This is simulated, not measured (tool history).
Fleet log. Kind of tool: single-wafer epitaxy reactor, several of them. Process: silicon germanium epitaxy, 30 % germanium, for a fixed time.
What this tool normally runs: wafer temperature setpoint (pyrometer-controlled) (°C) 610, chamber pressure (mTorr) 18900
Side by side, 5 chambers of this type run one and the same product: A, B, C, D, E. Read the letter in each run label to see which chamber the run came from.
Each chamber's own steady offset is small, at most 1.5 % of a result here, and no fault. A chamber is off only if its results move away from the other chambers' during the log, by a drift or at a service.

run	hour	wafer temperature setpoint (pyrometer-controlled) (°C)	chamber pressure (mTorr)	read-back reference wafer on the same gauge, thickness_nm	mean film thickness on the monitor wafer (angstrom)
1E	3.6	610	18900	73.869	690.34
2C	9.3	610	18900	73.898	700.56
3B	12.8	610	18900	73.864	693.51
4D	16.7	610	18900	73.870	689.55
5A	20.1	610	20800	73.828	721.98
6D	23.5	610	20800	73.831	716.90
7A	27.2	610	20800	73.822	721.59
8B	30.4	610	20800	73.805	720.06
9E	35.9	610	20800	73.769	717.62
10C	41.0	610	18900	73.759	696.61
11A	45.3	610	18900	73.776	694.46
12C	49.3	610	18900	73.745	698.00
13E	52.1	610	18900	73.746	690.03
14D	57.2	610	18900	73.735	687.65
15B	61.7	610	18900	73.714	693.40
16A	65.2	621	18900	73.682	841.19
17D	71.1	621	18900	73.714	835.85
18B	77.0	621	18900	73.686	840.87
19E	81.2	621	18900	73.666	836.71
20C	85.6	621	18900	73.659	846.54
21D	89.5	610	18900	73.635	688.79
22B	93.7	610	18900	73.640	695.66
23E	99.4	610	18900	73.616	688.45
24A	105.9	610	18900	73.593	692.67
25C	111.3	610	18900	73.576	695.60
26E	117.4	610	18900	73.550	687.10
27B	123.1	610	17300	73.546	667.90
28A	128.3	610	17300	73.525	669.58
29C	132.0	610	17300	73.510	672.33
30D	135.4	610	17300	73.525	665.10
31A	141.5	610	17300	73.489	669.50
32B	146.8	624	18900	73.471	883.92
33C	150.9	624	18900	73.464	891.50
# hour 153.9: chamber E: pyrometer calibrated
34E	156.8	624	18900	73.434	878.53

For the next run the whole fleet of 5 chambers uses the same settings. Give each chamber's results:
35A	161.5	622	18900		?
35B	161.5	622	18900		?
35C	161.5	622	18900		?
35D	161.5	622	18900		?
35E	161.5	622	18900		?

run	mean film thickness on the monitor wafer (angstrom)
35A	853.09
35B	849.84
35C	860.31
35D	846.74
35E	848.31

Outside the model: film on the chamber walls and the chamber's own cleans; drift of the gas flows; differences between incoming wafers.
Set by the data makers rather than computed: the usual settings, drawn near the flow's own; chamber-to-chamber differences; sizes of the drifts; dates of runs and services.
